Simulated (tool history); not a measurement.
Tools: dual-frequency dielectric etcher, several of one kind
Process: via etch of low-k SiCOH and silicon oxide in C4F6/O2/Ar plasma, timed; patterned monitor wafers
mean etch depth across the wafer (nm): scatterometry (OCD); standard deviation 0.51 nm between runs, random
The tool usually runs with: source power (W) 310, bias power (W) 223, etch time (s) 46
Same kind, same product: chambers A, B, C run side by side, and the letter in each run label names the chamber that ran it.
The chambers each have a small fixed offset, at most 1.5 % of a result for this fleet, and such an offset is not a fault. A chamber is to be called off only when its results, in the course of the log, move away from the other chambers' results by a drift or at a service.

run	day	source power (W)	bias power (W)	etch time (s)	read-back reference wafer on the same gauge, depth_nm	mean etch depth across the wafer (nm)
1C	0.267	310	223	46	133.99	117.93
2B	0.412	310	223	46	133.97	117.36
3A	0.604	310	223	46	134	117.33
4A	0.804	310	223	46	134.01	117.7
5B	1.071	310	223	46	134.02	117.21
6C	1.238	310	223	46	133.98	118.23
7B	1.467	310	223	46	133.94	117.11
8A	1.604	310	223	46	134.01	117.77
9C	1.883	310	223	46	133.88	117.08
10A	2.071	310	223	46	134.04	117.15
11C	2.3	310	223	46	134.02	117.47
12B	2.525	310	223	46	134.01	117.85
13B	2.725	310	223	46	134.02	117.83
14A	2.929	310	251	46	134.08	122.42
15C	3.217	310	251	46	133.93	121.47
16A	3.358	310	251	46	134.02	123.08
17B	3.504	310	223	46	133.94	118.44
18C	3.729	310	223	46	134.05	117.56
19A	4.004	310	223	46	133.94	117.6
20C	4.138	310	223	46	133.86	117.6
21B	4.433	310	223	46	133.96	119.51
22C	4.612	310	223	46	133.95	116.57
23A	4.842	310	223	46	134.04	117.35
24B	5.017	310	193	37	133.99	91.337
25C	5.308	310	193	37	133.91	90.193
26A	5.596	310	193	37	134.15	90.224
27B	5.792	310	223	46	134	119.9
28C	5.983	310	223	46	134.18	116.09
# day 6.154: chamber C: source power generator calibrated
29A	6.283	310	223	46	133.94	117.78
30B	6.467	310	223	46	133.99	121.24
31B	6.621	310	223	46	133.76	120.94
32C	6.804	310	223	46	134.07	117.74
33A	7.058	340	189	46	134.07	115.98
34B	7.258	340	189	46	134.11	118.87
35C	7.521	340	189	46	133.9	115.09
36A	7.683	310	223	46	134.1	118.02
37B	7.942	310	223	46	134.01	122.54

For the next run the whole fleet of 3 chambers uses the same settings. Give each chamber's results:
38A	8.158	310	258	46		?
38B	8.158	310	258	46		?
38C	8.158	310	258	46		?

run	mean etch depth across the wafer (nm)
38A	123.48
38B	128.87
38C	122.89

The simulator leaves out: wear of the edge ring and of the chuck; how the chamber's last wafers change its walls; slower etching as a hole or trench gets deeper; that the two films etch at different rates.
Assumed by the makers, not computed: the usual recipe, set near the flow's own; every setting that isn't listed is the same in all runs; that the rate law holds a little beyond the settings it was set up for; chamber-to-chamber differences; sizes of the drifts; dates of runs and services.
